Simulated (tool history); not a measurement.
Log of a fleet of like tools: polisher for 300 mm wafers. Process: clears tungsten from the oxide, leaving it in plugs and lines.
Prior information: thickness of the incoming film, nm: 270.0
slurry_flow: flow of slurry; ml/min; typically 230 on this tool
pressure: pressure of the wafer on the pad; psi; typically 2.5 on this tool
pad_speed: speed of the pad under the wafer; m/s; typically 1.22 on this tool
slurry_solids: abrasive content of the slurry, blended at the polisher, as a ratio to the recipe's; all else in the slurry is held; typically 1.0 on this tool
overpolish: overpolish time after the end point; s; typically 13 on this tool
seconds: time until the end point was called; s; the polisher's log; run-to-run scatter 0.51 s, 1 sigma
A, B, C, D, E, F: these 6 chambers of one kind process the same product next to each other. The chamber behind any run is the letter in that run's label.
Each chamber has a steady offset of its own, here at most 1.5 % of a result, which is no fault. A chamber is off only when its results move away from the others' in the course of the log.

-- day=0.033 chamber D: slurry tank refilled with fresh slurry and peroxide
-- day=0.133 chamber B: slurry tank refilled with fresh slurry and peroxide
run 1B day=0.188 | slurry_flow=230 pressure=2.5 pad_speed=1.22 slurry_solids=1.0 overpolish=13 | seconds=62.081
-- day=0.204 chamber D: worn pad replaced by a new one
run 2D day=0.533 | slurry_flow=230 pressure=2.5 pad_speed=1.22 slurry_solids=1.0 overpolish=13 | seconds=61.286
run 3C day=0.929 | slurry_flow=230 pressure=2.5 pad_speed=1.22 slurry_solids=1.0 overpolish=13 | seconds=61.648
-- day=1.142 chamber A: slurry nozzle cleaned
-- day=1.171 chamber A: worn pad replaced by a new one
-- day=1.275 chamber E: worn pad replaced by a new one
run 4E day=1.292 | slurry_flow=230 pressure=2.5 pad_speed=1.22 slurry_solids=1.0 overpolish=13 | seconds=62.256
-- day=1.458 chamber E: slurry blender recalibrated
-- day=1.525 chamber F: slurry tank refilled with fresh slurry and peroxide
run 5F day=1.529 | slurry_flow=230 pressure=2.5 pad_speed=1.22 slurry_solids=1.0 overpolish=13 | seconds=60.540
run 6A day=1.838 | slurry_flow=230 pressure=2.5 pad_speed=1.22 slurry_solids=1.0 overpolish=13 | seconds=61.816
-- day=2.112 chamber F: head pressure recalibrated
run 7A day=2.138 | slurry_flow=230 pressure=2.5 pad_speed=1.22 slurry_solids=1.0 overpolish=13 | seconds=60.643
-- day=2.388 chamber C: slurry blender recalibrated
run 8D day=2.412 | slurry_flow=230 pressure=2.5 pad_speed=1.22 slurry_solids=1.0 overpolish=13 | seconds=61.769
-- day=2.417 chamber E: slurry tank refilled with fresh slurry and peroxide
-- day=2.492 chamber B: slurry blender recalibrated
-- day=2.521 chamber F: worn pad replaced by a new one
-- day=2.638 chamber D: worn pad replaced by a new one
run 9B day=2.688 | slurry_flow=230 pressure=2.5 pad_speed=0.88 slurry_solids=1.0 overpolish=13 | seconds=86.637
-- day=2.696 chamber C: worn pad replaced by a new one
-- day=2.762 chamber B: worn pad replaced by a new one
run 10E day=2.875 | slurry_flow=230 pressure=2.5 pad_speed=0.88 slurry_solids=1.0 overpolish=13 | seconds=84.575
-- day=3.258 chamber C: slurry tank refilled with fresh slurry and peroxide
run 11F day=3.267 | slurry_flow=230 pressure=2.5 pad_speed=0.88 slurry_solids=1.0 overpolish=13 | seconds=84.454
run 12C day=3.512 | slurry_flow=230 pressure=2.5 pad_speed=0.88 slurry_solids=1.0 overpolish=13 | seconds=84.848
-- day=3.621 chamber E: worn pad replaced by a new one
run 13C day=3.712 | slurry_flow=230 pressure=2.5 pad_speed=0.88 slurry_solids=1.0 overpolish=13 | seconds=83.791
run 14E day=3.933 | slurry_flow=230 pressure=2.5 pad_speed=0.88 slurry_solids=1.0 overpolish=13 | seconds=84.509
-- day=4.133 chamber B: slurry nozzle cleaned
-- day=4.154 chamber F: slurry tank refilled with fresh slurry and peroxide
run 15D day=4.325 | slurry_flow=230 pressure=2.5 pad_speed=1.22 slurry_solids=1.0 overpolish=13 | seconds=61.911
-- day=4.446 chamber D: slurry tank refilled with fresh slurry and peroxide
-- day=4.475 chamber B: slurry tank refilled with fresh slurry and peroxide
-- day=4.542 chamber A: worn pad replaced by a new one
run 16F day=4.592 | slurry_flow=230 pressure=2.5 pad_speed=1.22 slurry_solids=1.0 overpolish=13 | seconds=60.860
run 17B day=4.808 | slurry_flow=230 pressure=2.5 pad_speed=1.22 slurry_solids=1.0 overpolish=13 | seconds=61.057
-- day=4.971 chamber D: worn pad replaced by a new one
run 18A day=5.054 | slurry_flow=230 pressure=2.5 pad_speed=1.22 slurry_solids=1.0 overpolish=13 | seconds=61.325
-- day=5.188 chamber F: worn pad replaced by a new one
-- day=5.242 chamber C: slurry nozzle cleaned
run 19B day=5.467 | slurry_flow=230 pressure=3.3 pad_speed=1.22 slurry_solids=1.0 overpolish=13 | seconds=45.993
run 20E day=5.862 | slurry_flow=230 pressure=3.3 pad_speed=1.22 slurry_solids=1.0 overpolish=13 | seconds=46.664
run 21F day=6.146 | slurry_flow=230 pressure=3.3 pad_speed=1.22 slurry_solids=1.0 overpolish=13 | seconds=46.233
-- day=6.225 chamber E: worn pad replaced by a new one
run 22A day=6.396 | slurry_flow=230 pressure=3.3 pad_speed=1.22 slurry_solids=1.0 overpolish=13 | seconds=46.261
-- day=6.558 chamber C: head pressure recalibrated
run 23C day=6.600 | slurry_flow=230 pressure=3.3 pad_speed=1.22 slurry_solids=1.0 overpolish=13 | seconds=44.170
-- day=6.788 chamber F: slurry tank refilled with fresh slurry and peroxide
-- day=6.908 chamber E: slurry nozzle cleaned
run 24D day=6.925 | slurry_flow=230 pressure=3.3 pad_speed=1.22 slurry_solids=1.0 overpolish=13 | seconds=45.722
-- day=7.075 chamber C: worn pad replaced by a new one
run 25E day=7.304 | slurry_flow=230 pressure=2.9 pad_speed=1.22 slurry_solids=1.0 overpolish=13 | seconds=53.051
-- day=7.462 chamber B: worn pad replaced by a new one
-- day=7.500 chamber C: slurry tank refilled with fresh slurry and peroxide
run 26A day=7.708 | slurry_flow=230 pressure=2.9 pad_speed=1.22 slurry_solids=1.0 overpolish=13 | seconds=53.847
-- day=7.746 chamber D: worn pad replaced by a new one
-- day=7.804 chamber F: worn pad replaced by a new one
-- day=7.854 chamber A: slurry tank refilled with fresh slurry and peroxide
run 27C day=8.062 | slurry_flow=230 pressure=2.9 pad_speed=1.22 slurry_solids=1.0 overpolish=13 | seconds=50.387
-- day=8.242 chamber A: worn pad replaced by a new one
run 28B day=8.250 | slurry_flow=230 pressure=2.9 pad_speed=1.22 slurry_solids=1.0 overpolish=13 | seconds=53.798
-- day=8.529 chamber D: slurry tank refilled with fresh slurry and peroxide
run 29D day=8.588 | slurry_flow=230 pressure=2.9 pad_speed=1.22 slurry_solids=1.0 overpolish=13 | seconds=53.135
-- day=8.700 chamber D: slurry nozzle cleaned
run 30F day=8.812 | slurry_flow=230 pressure=2.9 pad_speed=1.22 slurry_solids=1.0 overpolish=13 | seconds=52.688
-- day=8.846 chamber E: worn pad replaced by a new one
run 31F day=9.129 | slurry_flow=230 pressure=2.5 pad_speed=1.22 slurry_solids=1.0 overpolish=13 | seconds=61.376
run 32B day=9.329 | slurry_flow=230 pressure=2.5 pad_speed=1.22 slurry_solids=1.0 overpolish=13 | seconds=62.203
-- day=9.367 chamber F: slurry tank refilled with fresh slurry and peroxide
run 33C day=9.521 | slurry_flow=230 pressure=2.5 pad_speed=1.22 slurry_solids=1.0 overpolish=13 | seconds=57.318
-- day=9.638 chamber B: slurry tank refilled with fresh slurry and peroxide
-- day=9.671 chamber E: slurry tank refilled with fresh slurry and peroxide
run 34E day=9.812 | slurry_flow=230 pressure=2.5 pad_speed=1.22 slurry_solids=1.0 overpolish=13 | seconds=62.380
run 35A day=10.042 | slurry_flow=230 pressure=2.5 pad_speed=1.22 slurry_solids=1.0 overpolish=13 | seconds=61.935
-- day=10.429 chamber D: worn pad replaced by a new one
run 36D day=10.442 | slurry_flow=230 pressure=2.5 pad_speed=1.22 slurry_solids=1.0 overpolish=13 | seconds=60.986
-- day=10.500 chamber F: worn pad replaced by a new one
run 37C day=10.675 | slurry_flow=230 pressure=2.5 pad_speed=1.22 slurry_solids=1.0 overpolish=13 | seconds=58.294
run 38F day=11.017 | slurry_flow=230 pressure=2.5 pad_speed=1.22 slurry_solids=1.0 overpolish=13 | seconds=61.347
run 39A day=11.312 | slurry_flow=230 pressure=2.5 pad_speed=1.22 slurry_solids=1.0 overpolish=13 | seconds=61.937
run 40D day=11.546 | slurry_flow=230 pressure=2.5 pad_speed=1.22 slurry_solids=1.0 overpolish=13 | seconds=61.324
-- day=11.708 chamber E: worn pad replaced by a new one
run 41E day=11.854 | slurry_flow=230 pressure=2.5 pad_speed=1.22 slurry_solids=1.0 overpolish=13 | seconds=61.282
run 42B day=12.154 | slurry_flow=230 pressure=2.5 pad_speed=1.22 slurry_solids=1.0 overpolish=13 | seconds=61.807

Is one chamber out of step, is the gauge drifting, or do the chambers differ by no more than their own small offsets? For an off chamber, give its letter and the likeliest cause.

A service on chamber C put it out of line with the rest.
Most likely cause: head's pressure above its setpoint, % = 4.69.

Chamber C could run next with any of the 4 candidate recipes listed below; each alters the usual settings, and their results appear as question marks. Which one brings its results back in line with what the other chambers deliver on the usual settings?
In line means no further than this from the other chambers' mean on the usual settings: seconds 1.800 s
run 43C-1 day=12.458 | slurry_flow=230 pressure=2.5 pad_speed=1.28 slurry_solids=1.0 overpolish=13 | seconds=?
run 43C-2 day=12.458 | slurry_flow=225 pressure=2.5 pad_speed=1.10 slurry_solids=1.0 overpolish=13 | seconds=?
run 43C-3 day=12.458 | slurry_flow=230 pressure=2.4 pad_speed=1.20 slurry_solids=1.0 overpolish=13 | seconds=?
run 43C-4 day=12.458 | slurry_flow=230 pressure=2.5 pad_speed=1.36 slurry_solids=1.0 overpolish=13 | seconds=?

What the other chambers average on the usual settings: seconds 61.602 s
run=43C-1 seconds=55.304
run=43C-2 seconds=64.449
run=43C-3 seconds=61.434
run=43C-4 seconds=52.072
43C-3 is the one that brings the chamber's results back in line with the other chambers.
